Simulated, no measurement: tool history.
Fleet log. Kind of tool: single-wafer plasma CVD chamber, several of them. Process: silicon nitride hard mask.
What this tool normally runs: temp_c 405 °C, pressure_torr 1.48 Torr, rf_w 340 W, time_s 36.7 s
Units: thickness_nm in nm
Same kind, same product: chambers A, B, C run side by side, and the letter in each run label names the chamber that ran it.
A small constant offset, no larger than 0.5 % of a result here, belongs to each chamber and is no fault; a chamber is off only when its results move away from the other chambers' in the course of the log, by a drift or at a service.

run   hour  temp_c  pressure_torr  rf_w  time_s  read-back reference wafer on the same gauge, thickness_nm  thickness_nm
 1B    3.3     405           1.48   340    36.7                                                     41.894        44.502
 2C    5.6     405           1.48   340    36.7                                                     41.889        44.798
 3A    9.5     405           1.48   340    36.7                                                       41.9        44.567
 4B   12.2     405           1.48   340    36.7                                                     41.892        44.516
 5C   14.3     405           1.48   340    36.7                                                     41.891        44.842
 6A   17.7     405           1.48   340    36.7                                                     41.871        44.561
 7C   22.2     405           1.48   340    36.7                                                     41.869        44.829
 8B   24.6     405           1.48   340    36.7                                                     41.874        44.457
 9A   27.9     405           1.48   340    36.7                                                     41.873        44.511
10C   30.9     405           1.48   340    36.7                                                     41.874         44.83
11B   34.2     405           1.48   370      41                                                     41.862         52.36
12A   38.9     405           1.48   370      41                                                     41.861        52.552
13B   42.3     405           1.48   370      41                                                     41.856        52.365
14C   46.6     405           1.48   340    36.7                                                     41.854        44.777
15A   50.3     405           1.48   340    36.7                                                     41.835        44.414
16C   54.7     405           1.48   290    36.7                                                     41.834        40.334
17B   57.7     405           1.48   290    36.7                                                     41.829        40.076
18A   61.8     405           1.48   290    36.7                                                     41.833        39.884
19C   65.3     405           1.48   340    36.7                                                     41.819        44.812
20A   67.8     405           1.48   340    36.7                                                     41.816        44.522
21B   70.8     405           1.48   340    36.7                                                     41.818         44.31
22B   74.2     405           1.48   340    36.7                                                     41.817        44.438
23A   78.6     405           1.48   340    36.7                                                     41.802        44.509
24C   81.9     417           1.48   340    36.7                                                     41.804        44.529
25A     84     417           1.48   340    36.7                                                     41.799        44.231
26C   87.1     417           1.48   340    36.7                                                     41.786        44.583
27B   90.6     405           1.48   340    36.7                                                     41.792        44.345
28B   95.4     405           1.48   340    36.7                                                     41.793        44.386
29A   97.5     405           1.48   340    36.7                                                     41.784        44.432
30C   99.9     401           1.48   340    40.3                                                     41.789        49.224
31B  103.4     401           1.48   340    40.3                                                     41.771        48.755
32C  106.7     401           1.48   340    40.3                                                     41.776          49.2
33A  111.5     405           1.48   340    36.7                                                     41.775        44.526
34B  116.3     405           1.48   340    36.7                                                     41.753         44.36
35A  119.5     405           1.48   340    36.7                                                     41.774        44.433
36C  124.3     405           1.48   340    36.7                                                     41.756        44.763
37C    127     405           1.48   285    36.7                                                     41.748         39.79
38B  129.7     405           1.48   285    36.7                                                     41.746        39.596
39A  132.2     405           1.48   285    36.7                                                     41.752        39.383
40B  134.7     405           1.48   340    36.7                                                     41.735        44.325
41C  137.8     405           1.48   340    36.7                                                     41.729         44.78
42A  140.1     405           1.48   340    36.7                                                     41.729        44.324
43B  142.8     405           1.48   340    36.7                                                     41.723        44.287

Decide between three cases: one chamber stands off from its peers, the gauge reading all wafers drifts, or nothing is wrong past each chamber's small offset. Where a chamber is off, say which and what most likely put it there.

The gauge drifts, so all chambers seem to drift together. No chamber is off.
What lies behind it: gauge reads low (%) = 0.417.
